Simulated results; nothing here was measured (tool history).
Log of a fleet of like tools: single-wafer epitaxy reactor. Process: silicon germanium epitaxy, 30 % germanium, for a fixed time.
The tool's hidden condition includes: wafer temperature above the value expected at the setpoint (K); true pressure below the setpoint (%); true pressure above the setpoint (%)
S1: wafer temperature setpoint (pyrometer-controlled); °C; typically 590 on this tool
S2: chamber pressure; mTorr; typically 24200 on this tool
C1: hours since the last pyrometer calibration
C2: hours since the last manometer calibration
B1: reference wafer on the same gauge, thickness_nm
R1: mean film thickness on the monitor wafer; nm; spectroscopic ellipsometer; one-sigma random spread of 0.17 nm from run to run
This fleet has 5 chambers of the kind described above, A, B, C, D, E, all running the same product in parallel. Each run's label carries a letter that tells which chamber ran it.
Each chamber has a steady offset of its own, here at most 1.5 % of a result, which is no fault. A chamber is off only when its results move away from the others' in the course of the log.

run 1E hour=11.0 | S1=590 S2=24200 | C1=473.7 C2=900.1 | B1=58.660 | R1=53.866
run 2D hour=16.6 | S1=590 S2=24200 | C1=593.9 C2=2345.0 | B1=58.573 | R1=52.755
run 3B hour=26.8 | S1=590 S2=24200 | C1=621.8 C2=652.8 | B1=58.595 | R1=52.447
run 4A hour=32.3 | S1=590 S2=24200 | C1=1006.3 C2=1448.7 | B1=58.602 | R1=52.638
run 5C hour=43.0 | S1=584 S2=18900 | C1=977.9 C2=895.9 | B1=58.569 | R1=42.483
-- hour=46.5 chamber D: capacitance manometer re-zeroed and calibrated
run 6C hour=50.0 | S1=584 S2=18900 | C1=984.9 C2=902.9 | B1=58.622 | R1=42.359
run 7A hour=55.1 | S1=584 S2=18900 | C1=1029.1 C2=1471.5 | B1=58.617 | R1=42.396
run 8B hour=61.3 | S1=584 S2=18900 | C1=656.3 C2=687.3 | B1=58.603 | R1=42.681
run 9E hour=69.1 | S1=584 S2=18900 | C1=531.8 C2=958.2 | B1=58.581 | R1=43.439
run 10D hour=77.9 | S1=590 S2=24200 | C1=655.2 C2=31.5 | B1=58.666 | R1=52.460
run 11A hour=86.5 | S1=590 S2=24200 | C1=1060.5 C2=1502.9 | B1=58.623 | R1=52.623
run 12E hour=92.5 | S1=590 S2=24200 | C1=555.2 C2=981.6 | B1=58.532 | R1=54.062
run 13D hour=100.1 | S1=590 S2=24200 | C1=677.4 C2=53.7 | B1=58.620 | R1=52.413
run 14B hour=110.8 | S1=590 S2=24200 | C1=705.8 C2=736.8 | B1=58.633 | R1=52.488
run 15C hour=120.0 | S1=590 S2=24200 | C1=1054.9 C2=972.9 | B1=58.622 | R1=52.370
run 16A hour=128.8 | S1=590 S2=24200 | C1=1102.8 C2=1545.2 | B1=58.577 | R1=52.627
-- hour=134.8 chamber A: capacitance manometer re-zeroed and calibrated
run 17C hour=139.0 | S1=590 S2=24200 | C1=1073.9 C2=991.9 | B1=58.533 | R1=52.712
run 18E hour=149.4 | S1=590 S2=24200 | C1=612.1 C2=1038.5 | B1=58.614 | R1=53.584
run 19D hour=158.7 | S1=590 S2=24200 | C1=736.0 C2=112.3 | B1=58.617 | R1=53.153
run 20B hour=168.8 | S1=590 S2=24200 | C1=763.8 C2=794.8 | B1=58.650 | R1=52.829
run 21D hour=177.9 | S1=590 S2=24200 | C1=755.2 C2=131.5 | B1=58.611 | R1=52.979
run 22C hour=187.3 | S1=585 S2=24200 | C1=1122.2 C2=1040.2 | B1=58.627 | R1=47.846
run 23B hour=194.4 | S1=585 S2=24200 | C1=789.4 C2=820.4 | B1=58.646 | R1=47.822
run 24E hour=202.7 | S1=585 S2=24200 | C1=665.4 C2=1091.8 | B1=58.586 | R1=48.875
run 25A hour=213.2 | S1=585 S2=24200 | C1=1187.2 C2=78.4 | B1=58.579 | R1=47.667
run 26D hour=223.4 | S1=585 S2=24200 | C1=800.7 C2=177.0 | B1=58.613 | R1=47.971
run 27C hour=234.9 | S1=590 S2=24200 | C1=1169.8 C2=1087.8 | B1=58.571 | R1=52.906
run 28A hour=240.8 | S1=590 S2=24200 | C1=1214.8 C2=106.0 | B1=58.610 | R1=52.468
run 29E hour=248.5 | S1=590 S2=24200 | C1=711.2 C2=1137.6 | B1=58.572 | R1=54.135
-- hour=255.8 chamber A: pyrometer calibrated
run 30B hour=259.9 | S1=590 S2=24200 | C1=854.9 C2=885.9 | B1=58.648 | R1=52.640
run 31B hour=271.3 | S1=590 S2=24200 | C1=866.3 C2=897.3 | B1=58.612 | R1=52.685
run 32D hour=281.7 | S1=596 S2=18900 | C1=859.0 C2=235.3 | B1=58.595 | R1=53.458
run 33E hour=287.3 | S1=596 S2=18900 | C1=750.0 C2=1176.4 | B1=58.620 | R1=54.518
run 34A hour=294.9 | S1=596 S2=18900 | C1=39.2 C2=160.1 | B1=58.625 | R1=53.230
run 35C hour=303.5 | S1=596 S2=18900 | C1=1238.4 C2=1156.4 | B1=58.650 | R1=53.192
run 36C hour=312.9 | S1=596 S2=18900 | C1=1247.8 C2=1165.8 | B1=58.668 | R1=53.202
run 37B hour=321.1 | S1=590 S2=24200 | C1=916.1 C2=947.1 | B1=58.573 | R1=52.991
run 38E hour=331.3 | S1=590 S2=24200 | C1=794.0 C2=1220.4 | B1=58.595 | R1=53.868
run 39A hour=336.7 | S1=590 S2=24200 | C1=81.0 C2=201.9 | B1=58.624 | R1=52.617
run 40D hour=344.9 | S1=590 S2=24200 | C1=922.2 C2=298.5 | B1=58.617 | R1=52.511
run 41D hour=349.9 | S1=590 S2=24200 | C1=927.2 C2=303.5 | B1=58.613 | R1=52.247
run 42C hour=358.1 | S1=590 S2=24200 | C1=1293.0 C2=1211.0 | B1=58.602 | R1=52.511

Is one chamber off against the others, does the gauge drift, or is nothing wrong? If a chamber is off, say which, and what the likeliest cause is.

No chamber is off and the gauge is stable; the differences are just each chamber's small, constant offset.
